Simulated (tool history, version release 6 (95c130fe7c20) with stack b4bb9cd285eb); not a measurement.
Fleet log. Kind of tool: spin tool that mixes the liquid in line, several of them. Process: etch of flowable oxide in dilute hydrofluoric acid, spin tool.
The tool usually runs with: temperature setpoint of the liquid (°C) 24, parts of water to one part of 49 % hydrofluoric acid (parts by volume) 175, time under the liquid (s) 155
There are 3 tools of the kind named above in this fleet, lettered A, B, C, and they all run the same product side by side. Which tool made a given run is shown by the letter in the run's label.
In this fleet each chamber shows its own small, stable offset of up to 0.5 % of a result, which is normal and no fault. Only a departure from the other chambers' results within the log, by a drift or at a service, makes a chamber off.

| run | hour | temperature setpoint of the liquid (°C) | parts of water to one part of 49 % hydrofluoric acid (parts by volume) | time under the liquid (s) | read-back film thickness of the flowable oxide reference wafer, read on the same gauge (nm) | thickness taken off the flowable oxide on a monitor wafer (nm) |
|---|---|---|---|---|---|---|
| 1C | 5.7 | 24 | 175 | 155 | 40.026 | 31.596 |
| 2B | 9.9 | 24 | 175 | 155 | 40.001 | 31.99 |
| 3A | 16 | 24 | 175 | 155 | 39.999 | 31.837 |
| 4A | 24.6 | 24 | 175 | 155 | 39.986 | 31.655 |
| 5C | 29.9 | 24 | 175 | 155 | 39.974 | 31.651 |
| 6B | 34.8 | 24 | 175 | 155 | 39.998 | 31.664 |
| 7A | 40.4 | 24 | 175 | 155 | 40.013 | 31.745 |
| 8B | 48.4 | 24 | 240 | 225 | 40.018 | 30.74 |
| 9C | 52.4 | 24 | 240 | 225 | 39.983 | 31.31 |
| 10A | 56.6 | 24 | 240 | 225 | 39.986 | 31.286 |
| 11C | 61.1 | 21.5 | 135 | 155 | 39.984 | 39.201 |
| 12B | 65.6 | 21.5 | 135 | 155 | 40.004 | 39.419 |
| 13C | 70.6 | 21.5 | 135 | 155 | 39.997 | 38.405 |
| 14B | 74.9 | 21.5 | 225 | 155 | 40.012 | 21.34 |
| 15A | 80.4 | 21.5 | 225 | 155 | 40.002 | 21.457 |
| 16B | 86.1 | 21.5 | 225 | 155 | 40.009 | 21.453 |
| 17A | 90.1 | 24 | 175 | 155 | 40.014 | 31.617 |
| 18C | 94.1 | 24 | 175 | 155 | 40.013 | 31.116 |
| 19B | 101.1 | 24 | 175 | 155 | 39.981 | 31.954 |
| 20C | 109.3 | 24 | 175 | 155 | 39.98 | 31.59 |
| 21A | 114.2 | 24 | 175 | 155 | 39.984 | 31.683 |
| 22B | 122.7 | 24 | 175 | 155 | 39.997 | 32.036 |

Has any chamber moved away from the others, gradually or after a service, or does the common gauge drift, or do the chambers differ only by their own small steady offsets? State the chamber and the most likely cause if one applies.

Neither any chamber nor the gauge drifts; the chambers differ only by their own small, steady offsets.

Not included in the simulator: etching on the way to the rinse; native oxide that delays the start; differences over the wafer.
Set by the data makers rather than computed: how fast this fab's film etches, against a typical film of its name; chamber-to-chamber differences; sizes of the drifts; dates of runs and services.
